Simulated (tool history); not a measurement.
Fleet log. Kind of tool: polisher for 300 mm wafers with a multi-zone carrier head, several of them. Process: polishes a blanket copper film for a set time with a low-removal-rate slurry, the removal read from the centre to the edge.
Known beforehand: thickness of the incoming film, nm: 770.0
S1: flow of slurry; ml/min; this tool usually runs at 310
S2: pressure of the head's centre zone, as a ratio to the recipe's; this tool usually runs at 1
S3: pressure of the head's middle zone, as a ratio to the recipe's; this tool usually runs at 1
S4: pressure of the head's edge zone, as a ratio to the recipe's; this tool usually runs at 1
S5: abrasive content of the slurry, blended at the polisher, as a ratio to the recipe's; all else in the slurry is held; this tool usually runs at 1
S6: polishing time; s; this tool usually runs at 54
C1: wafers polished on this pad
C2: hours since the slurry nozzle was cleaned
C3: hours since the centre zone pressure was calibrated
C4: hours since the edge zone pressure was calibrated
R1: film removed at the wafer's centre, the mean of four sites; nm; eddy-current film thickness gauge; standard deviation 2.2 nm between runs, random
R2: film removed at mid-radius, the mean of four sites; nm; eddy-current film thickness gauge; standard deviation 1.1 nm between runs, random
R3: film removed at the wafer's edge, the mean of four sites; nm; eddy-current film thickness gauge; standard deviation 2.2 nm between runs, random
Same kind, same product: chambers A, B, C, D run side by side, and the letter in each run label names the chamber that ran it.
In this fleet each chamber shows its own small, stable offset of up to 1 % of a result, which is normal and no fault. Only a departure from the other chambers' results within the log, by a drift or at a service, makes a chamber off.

| run | hour | S1 | S2 | S3 | S4 | S5 | S6 | C1 | C2 | C3 | C4 | R1 | R2 | R3 |
|---|---|---|---|---|---|---|---|---|---|---|---|---|---|---|
| 1D | 3.4 | 310 | 1 | 1 | 1 | 1 | 54 | 74 | 79.8 | 254.7 | 1287.1 | 156.67 | 156.26 | 155.29 |
| 2A | 6.8 | 310 | 1 | 1 | 1 | 1 | 54 | 657 | 292.8 | 217.2 | 87.2 | 157.76 | 158.09 | 155.15 |
|  | 7.2 | chamber D: edge zone pressure recalibrated |
| 3B | 10.3 | 310 | 1 | 1 | 1 | 1 | 54 | 856 | 218.1 | 118.3 | 435.2 | 155.28 | 157.56 | 158.43 |
| 4C | 15.3 | 310 | 1 | 1 | 1 | 1 | 54 | 249 | 194.4 | 672.7 | 465.1 | 154.67 | 155.4 | 156.6 |
| 5C | 18.5 | 385 | 1 | 1 | 1 | 1 | 61 | 283 | 197.6 | 675.9 | 468.3 | 176.64 | 183.21 | 175.59 |
| 6D | 23.3 | 385 | 1 | 1 | 1 | 1 | 61 | 284 | 99.7 | 274.6 | 16.1 | 177.08 | 178.5 | 179.19 |
| 7A | 27.9 | 385 | 1 | 1 | 1 | 1 | 61 | 879 | 313.9 | 238.3 | 108.3 | 179.5 | 179.16 | 176.62 |
| 8B | 31 | 385 | 1 | 1 | 1 | 1 | 61 | 1074 | 238.8 | 139 | 455.9 | 179.15 | 180.71 | 179.27 |
| 9B | 35.8 | 310 | 1 | 1 | 1 | 1 | 54 | 1124 | 243.6 | 143.8 | 460.7 | 157.98 | 157.9 | 161.34 |
|  | 38.9 | chamber B: slurry nozzle cleaned |
| 10D | 39.6 | 310 | 1 | 1 | 1 | 1 | 54 | 455 | 116 | 290.9 | 32.4 | 153.78 | 155.04 | 158.1 |
| 11A | 42.7 | 310 | 1 | 1 | 1 | 1 | 54 | 1034 | 328.7 | 253.1 | 123.1 | 158.8 | 157.57 | 157.43 |
|  | 45.7 | chamber C: slurry nozzle cleaned |
| 12C | 46.4 | 310 | 1 | 1 | 1 | 1 | 54 | 577 | 0.7 | 703.8 | 496.2 | 155.68 | 157.71 | 155.92 |
|  | 47.1 | chamber C: worn pad replaced by a new one |
| 13A | 48.6 | 310 | 1 | 1 | 1 | 1 | 54 | 1097 | 334.6 | 259 | 129 | 155.08 | 157.81 | 156.84 |
|  | 50.2 | chamber A: worn pad replaced by a new one |
| 14B | 51.7 | 310 | 1 | 1 | 1 | 1 | 54 | 1292 | 12.9 | 159.7 | 476.6 | 154.1 | 157.34 | 161.41 |
| 15C | 55.3 | 275 | 1 | 1 | 0.89 | 1 | 54 | 86 | 9.6 | 712.7 | 505.1 | 157.39 | 156.59 | 146.61 |
| 16D | 58.6 | 275 | 1 | 1 | 0.89 | 1 | 54 | 655 | 135 | 309.9 | 51.4 | 152.48 | 150.97 | 146.57 |
|  | 60.5 | chamber B: worn pad replaced by a new one |
| 17B | 62.9 | 275 | 1 | 1 | 0.89 | 1 | 54 | 26 | 24.1 | 170.9 | 487.8 | 151.84 | 154.96 | 143.86 |
|  | 66.8 | chamber D: worn pad replaced by a new one |
| 18D | 67.8 | 275 | 1 | 1 | 0.89 | 1 | 54 | 11 | 144.2 | 319.1 | 60.6 | 154.76 | 152.97 | 143.57 |
| 19A | 72.7 | 310 | 1 | 1 | 1 | 1 | 54 | 237 | 358.7 | 283.1 | 153.1 | 169.06 | 156.46 | 155.88 |
| 20C | 76.9 | 310 | 1 | 1 | 1 | 1 | 54 | 314 | 31.2 | 734.3 | 526.7 | 151.34 | 157.08 | 156.34 |
| 21B | 79.8 | 310 | 1 | 1 | 1 | 1 | 54 | 204 | 41 | 187.8 | 504.7 | 154.05 | 156.21 | 159.17 |
| 22A | 83.6 | 310 | 1 | 1 | 1 | 0.85 | 65 | 351 | 369.6 | 294 | 164 | 194.55 | 181.44 | 181.49 |
| 23D | 88.4 | 310 | 1 | 1 | 1 | 0.85 | 65 | 228 | 164.8 | 339.7 | 81.2 | 180.99 | 182.81 | 182.4 |
|  | 91.8 | chamber C: centre zone pressure recalibrated |
| 24C | 93.2 | 310 | 1 | 1 | 1 | 0.85 | 65 | 485 | 47.5 | 1.4 | 543 | 175.61 | 179.86 | 180.49 |

One chamber off, gauge drift, or nothing amiss beyond the chambers' own small offsets? If it is a chamber, which one, and what is the likeliest cause?

Little by little, chamber A moves away from the other chambers.
Most likely cause: centre zone's pressure above its setpoint, % = 9.16.

Chamber A could run next with any of the 4 candidate recipes listed below; each alters the usual settings, and their results appear as question marks. Which one brings its results back in line with what the other chambers deliver on the usual settings?
In line here means within this much of the mean the other chambers give on the usual settings: R1 7.5 nm; R2 4 nm; R3 7.6 nm
| 25A-1 | 96.7 | 300 | 0.85 | 1.02 | 1.06 | 1 | 53 |  |  |  |  | ? | ? | ? |
| 25A-2 | 96.7 | 315 | 1.08 | 0.99 | 0.97 | 1 | 55 |  |  |  |  | ? | ? | ? |
| 25A-3 | 96.7 | 320 | 1.15 | 0.98 | 0.94 | 1 | 55 |  |  |  |  | ? | ? | ? |
| 25A-4 | 96.7 | 305 | 0.92 | 1.01 | 1.03 | 1 | 53 |  |  |  |  | ? | ? | ? |

Usual-settings mean across the other chambers: R1 155.18 nm; R2 156.32 nm; R3 156.73 nm
| run | R1 | R2 | R3 |
|---|---|---|---|
| 25A-1 | 142.01 | 155.5 | 157.8 |
| 25A-2 | 191.9 | 157.53 | 156.81 |
| 25A-3 | 205.55 | 156.24 | 154.47 |
| 25A-4 | 155.05 | 154.28 | 155.58 |
It is 25A-4 that realigns the chamber with its peers.
